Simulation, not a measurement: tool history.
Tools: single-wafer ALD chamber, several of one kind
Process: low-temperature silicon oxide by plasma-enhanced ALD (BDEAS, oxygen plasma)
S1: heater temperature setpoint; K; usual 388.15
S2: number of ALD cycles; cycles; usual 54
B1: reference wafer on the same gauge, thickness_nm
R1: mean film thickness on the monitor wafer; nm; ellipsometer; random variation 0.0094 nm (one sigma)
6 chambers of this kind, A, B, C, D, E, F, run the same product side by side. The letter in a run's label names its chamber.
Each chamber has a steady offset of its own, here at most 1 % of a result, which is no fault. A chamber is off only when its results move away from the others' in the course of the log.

run	hour	S1	S2	B1	R1
1C	9.1	388.15	54	8.2689	7.5164
2A	15.8	388.15	54	8.2701	7.5437
3F	26	388.15	54	8.2664	7.558
4E	35.2	388.15	54	8.2689	7.5699
5B	44.8	388.15	61	8.2668	8.4787
6D	54.2	388.15	61	8.2624	8.5042
7C	65.4	388.15	61	8.2623	8.4906
8F	74.7	388.15	61	8.2659	8.5092
9B	85.8	388.15	61	8.2645	8.4911
10A	96.8	388.15	61	8.2591	8.4984
11D	106.9	388.15	54	8.2611	7.541
12E	121.2	388.15	54	8.2595	7.5597
13F	132.6	388.15	54	8.2591	7.5327
14E	139.1	388.15	54	8.256	7.5598
15D	145.9	388.15	54	8.257	7.5284
16C	157	388.15	54	8.2564	7.5137
17B	168.3	388.15	54	8.2551	7.5064
18A	176.7	388.15	48	8.2515	6.6827
19E	190.4	388.15	48	8.2528	6.7085
20F	198.4	388.15	48	8.2517	6.7061
21B	210.6	388.15	48	8.2507	6.6627
22D	221.6	388.15	48	8.2518	6.6877
23C	234.3	388.15	48	8.2482	6.6639
24A	246.5	388.15	54	8.2452	7.5058
25F	260.1	399.15	54	8.2477	7.3698
26B	267.7	399.15	54	8.2464	7.3623
# hour 272.1: chamber A: thermocouple changed; heater temperature recalibrated
27E	274.9	399.15	54	8.2445	7.3958
28D	285.5	399.15	54	8.2411	7.3623
29C	297.4	399.15	54	8.2424	7.341
30A	308.3	399.15	54	8.2403	7.3749
31A	314.8	388.15	54	8.2388	7.5246
32E	329	388.15	54	8.242	7.5406
33C	336.1	388.15	54	8.2408	7.4975
34F	344.9	388.15	54	8.2405	7.5154
35D	353.9	388.15	54	8.2382	7.5115
36B	360.7	388.15	54	8.2384	7.4939
37A	374.8	377.15	50	8.2364	7.1022
# hour 378.7: chamber E: thermocouple changed; heater temperature recalibrated
38C	386.9	377.15	50	8.235	7.078
39F	396.5	377.15	50	8.233	7.097
40D	403.2	377.15	50	8.2308	7.0928
41E	414.5	377.15	50	8.2315	7.1238
42B	427.6	377.15	50	8.2295	7.0811
43F	441.4	388.15	54	8.228	7.5237
44C	453.5	388.15	54	8.2244	7.4794

What goes on in this fleet: one chamber off, a drifting gauge, or nothing beyond the chambers' own small offsets? Name the chamber and the cause, if any.

The gauge drifts, so all chambers seem to drift together. No chamber is off.
Cause: gauge reads low (%) = 0.513.
